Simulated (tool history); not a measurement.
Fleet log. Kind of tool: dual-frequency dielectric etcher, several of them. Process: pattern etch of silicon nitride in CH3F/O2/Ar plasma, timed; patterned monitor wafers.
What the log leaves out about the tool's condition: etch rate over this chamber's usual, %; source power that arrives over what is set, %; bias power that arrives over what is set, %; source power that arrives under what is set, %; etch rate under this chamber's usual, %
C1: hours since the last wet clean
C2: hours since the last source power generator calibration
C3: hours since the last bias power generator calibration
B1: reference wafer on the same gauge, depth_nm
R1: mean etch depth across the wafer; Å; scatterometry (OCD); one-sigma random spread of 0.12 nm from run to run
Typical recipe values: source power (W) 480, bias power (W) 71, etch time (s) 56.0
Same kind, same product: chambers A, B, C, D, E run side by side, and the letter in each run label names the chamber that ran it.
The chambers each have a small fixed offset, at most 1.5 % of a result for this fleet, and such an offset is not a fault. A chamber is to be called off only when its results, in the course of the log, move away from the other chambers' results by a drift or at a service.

run 1C day=0.121 | source_power_(W)=480 bias_power_(W)=71 etch_time_(s)=56.0 | C1=308.8 C2=768.4 C3=1229.1 | B1=49.098 | R1=418.66
run 2E day=0.212 | source_power_(W)=480 bias_power_(W)=71 etch_time_(s)=56.0 | C1=238.3 C2=653.9 C3=841.1 | B1=49.106 | R1=415.74
run 3D day=0.333 | source_power_(W)=480 bias_power_(W)=71 etch_time_(s)=56.0 | C1=112.9 C2=2628.1 C3=2286.3 | B1=49.145 | R1=417.01
run 4B day=0.425 | source_power_(W)=480 bias_power_(W)=71 etch_time_(s)=56.0 | C1=487.9 C2=2084.8 C3=86.3 | B1=49.082 | R1=419.45
run 5A day=0.612 | source_power_(W)=480 bias_power_(W)=71 etch_time_(s)=56.0 | C1=378.5 C2=2125.1 C3=1615.5 | B1=49.083 | R1=426.34
-- day=0.708 chamber D: bias power generator calibrated
run 6C day=0.775 | source_power_(W)=480 bias_power_(W)=71 etch_time_(s)=56.0 | C1=324.5 C2=784.1 C3=1244.8 | B1=49.109 | R1=418.86
-- day=0.833 chamber B: source power generator calibrated
run 7B day=0.883 | source_power_(W)=370 bias_power_(W)=71 etch_time_(s)=56.0 | C1=498.9 C2=1.2 C3=97.3 | B1=49.100 | R1=380.06
run 8D day=0.992 | source_power_(W)=370 bias_power_(W)=71 etch_time_(s)=56.0 | C1=128.7 C2=2643.9 C3=6.9 | B1=49.116 | R1=374.41
run 9A day=1.138 | source_power_(W)=370 bias_power_(W)=71 etch_time_(s)=56.0 | C1=391.1 C2=2137.7 C3=1628.1 | B1=49.113 | R1=383.47
run 10E day=1.250 | source_power_(W)=370 bias_power_(W)=71 etch_time_(s)=56.0 | C1=263.2 C2=678.8 C3=866.0 | B1=49.100 | R1=377.05
run 11A day=1.371 | source_power_(W)=370 bias_power_(W)=71 etch_time_(s)=56.0 | C1=396.7 C2=2143.3 C3=1633.7 | B1=49.092 | R1=382.26
run 12B day=1.521 | source_power_(W)=480 bias_power_(W)=71 etch_time_(s)=56.0 | C1=514.2 C2=16.5 C3=112.6 | B1=49.058 | R1=419.49
run 13E day=1.617 | source_power_(W)=480 bias_power_(W)=71 etch_time_(s)=56.0 | C1=272.0 C2=687.6 C3=874.8 | B1=49.111 | R1=415.70
run 14C day=1.788 | source_power_(W)=480 bias_power_(W)=71 etch_time_(s)=56.0 | C1=348.8 C2=808.4 C3=1269.1 | B1=49.101 | R1=418.44
run 15D day=1.950 | source_power_(W)=480 bias_power_(W)=71 etch_time_(s)=56.0 | C1=151.7 C2=2666.9 C3=29.9 | B1=49.084 | R1=413.66
run 16A day=2.096 | source_power_(W)=480 bias_power_(W)=71 etch_time_(s)=56.0 | C1=414.1 C2=2160.7 C3=1651.1 | B1=49.113 | R1=426.48
-- day=2.212 chamber E: wet clean of the chamber
run 17E day=2.233 | source_power_(W)=480 bias_power_(W)=84 etch_time_(s)=40.5 | C1=0.6 C2=702.4 C3=889.6 | B1=49.115 | R1=308.38
run 18C day=2.392 | source_power_(W)=480 bias_power_(W)=84 etch_time_(s)=40.5 | C1=363.3 C2=822.9 C3=1283.6 | B1=49.072 | R1=321.35
run 19B day=2.575 | source_power_(W)=480 bias_power_(W)=84 etch_time_(s)=40.5 | C1=539.5 C2=41.8 C3=137.9 | B1=49.104 | R1=322.61
run 20D day=2.762 | source_power_(W)=480 bias_power_(W)=84 etch_time_(s)=40.5 | C1=171.2 C2=2686.4 C3=49.4 | B1=49.115 | R1=317.87
run 21B day=2.871 | source_power_(W)=480 bias_power_(W)=84 etch_time_(s)=40.5 | C1=546.6 C2=48.9 C3=145.0 | B1=49.100 | R1=321.45
run 22D day=3.000 | source_power_(W)=480 bias_power_(W)=71 etch_time_(s)=56.0 | C1=176.9 C2=2692.1 C3=55.1 | B1=49.108 | R1=416.19
run 23A day=3.083 | source_power_(W)=480 bias_power_(W)=71 etch_time_(s)=40.0 | C1=437.8 C2=2184.4 C3=1674.8 | B1=49.067 | R1=302.48
run 24E day=3.204 | source_power_(W)=480 bias_power_(W)=71 etch_time_(s)=40.0 | C1=23.9 C2=725.7 C3=912.9 | B1=49.110 | R1=287.26
run 25C day=3.321 | source_power_(W)=480 bias_power_(W)=71 etch_time_(s)=40.0 | C1=385.6 C2=845.2 C3=1305.9 | B1=49.101 | R1=298.89
run 26B day=3.454 | source_power_(W)=480 bias_power_(W)=71 etch_time_(s)=40.0 | C1=560.6 C2=62.9 C3=159.0 | B1=49.081 | R1=299.57
run 27C day=3.633 | source_power_(W)=480 bias_power_(W)=71 etch_time_(s)=40.0 | C1=393.1 C2=852.7 C3=1313.4 | B1=49.076 | R1=298.92
run 28A day=3.817 | source_power_(W)=480 bias_power_(W)=71 etch_time_(s)=56.0 | C1=455.4 C2=2202.0 C3=1692.4 | B1=49.109 | R1=423.52
run 29E day=3.933 | source_power_(W)=480 bias_power_(W)=71 etch_time_(s)=56.0 | C1=41.4 C2=743.2 C3=930.4 | B1=49.097 | R1=402.37
run 30D day=4.033 | source_power_(W)=480 bias_power_(W)=71 etch_time_(s)=56.0 | C1=201.7 C2=2716.9 C3=79.9 | B1=49.082 | R1=413.67
run 31E day=4.142 | source_power_(W)=480 bias_power_(W)=71 etch_time_(s)=56.0 | C1=46.4 C2=748.2 C3=935.4 | B1=49.107 | R1=402.70
run 32A day=4.225 | source_power_(W)=380 bias_power_(W)=54 etch_time_(s)=56.0 | C1=465.2 C2=2211.8 C3=1702.2 | B1=49.091 | R1=354.30
run 33B day=4.388 | source_power_(W)=380 bias_power_(W)=54 etch_time_(s)=56.0 | C1=583.0 C2=85.3 C3=181.4 | B1=49.110 | R1=349.33
run 34D day=4.475 | source_power_(W)=380 bias_power_(W)=54 etch_time_(s)=56.0 | C1=212.3 C2=2727.5 C3=90.5 | B1=49.109 | R1=348.12
run 35C day=4.646 | source_power_(W)=380 bias_power_(W)=54 etch_time_(s)=56.0 | C1=417.4 C2=877.0 C3=1337.7 | B1=49.124 | R1=348.28
run 36E day=4.788 | source_power_(W)=380 bias_power_(W)=54 etch_time_(s)=56.0 | C1=61.9 C2=763.7 C3=950.9 | B1=49.089 | R1=336.83
run 37A day=4.879 | source_power_(W)=480 bias_power_(W)=71 etch_time_(s)=56.0 | C1=480.9 C2=2227.5 C3=1717.9 | B1=49.128 | R1=424.37
run 38C day=4.983 | source_power_(W)=480 bias_power_(W)=71 etch_time_(s)=56.0 | C1=425.5 C2=885.1 C3=1345.8 | B1=49.126 | R1=417.63
-- day=5.146 chamber B: wet clean of the chamber
run 39B day=5.158 | source_power_(W)=550 bias_power_(W)=71 etch_time_(s)=56.0 | C1=0.3 C2=103.8 C3=199.9 | B1=49.079 | R1=441.41
run 40D day=5.300 | source_power_(W)=550 bias_power_(W)=71 etch_time_(s)=56.0 | C1=232.1 C2=2747.3 C3=110.3 | B1=49.086 | R1=438.64
run 41D day=5.471 | source_power_(W)=550 bias_power_(W)=71 etch_time_(s)=56.0 | C1=236.2 C2=2751.4 C3=114.4 | B1=49.136 | R1=439.37
run 42C day=5.562 | source_power_(W)=550 bias_power_(W)=71 etch_time_(s)=56.0 | C1=439.4 C2=899.0 C3=1359.7 | B1=49.078 | R1=438.69

Is one chamber out of step, is the gauge drifting, or do the chambers differ by no more than their own small offsets? For an off chamber, give its letter and the likeliest cause.

A service on chamber E put it out of line with the rest.
What lies behind it: etch rate under this chamber's usual, % = 3.02.

Here are 4 candidates for chamber E's next run, each the usual settings with a change, their results left as question marks. Which one brings its results back in line with what the others give on the usual settings?
In-line tolerance around the mean of the other chambers on the usual settings: R1 4.20 Å
run 43E-1 day=5.700 | source_power_(W)=470 bias_power_(W)=70 etch_time_(s)=52.5 | R1=?
run 43E-2 day=5.700 | source_power_(W)=490 bias_power_(W)=72 etch_time_(s)=60.0 | R1=?
run 43E-3 day=5.700 | source_power_(W)=480 bias_power_(W)=72 etch_time_(s)=58.0 | R1=?
run 43E-4 day=5.700 | source_power_(W)=480 bias_power_(W)=70 etch_time_(s)=54.0 | R1=?

Mean of the other chambers on the usual settings: R1 419.46 Å
run=43E-1 R1=372.65
run=43E-2 R1=436.88
run=43E-3 R1=419.02
run=43E-4 R1=386.38
It is 43E-3 that realigns the chamber with its peers.
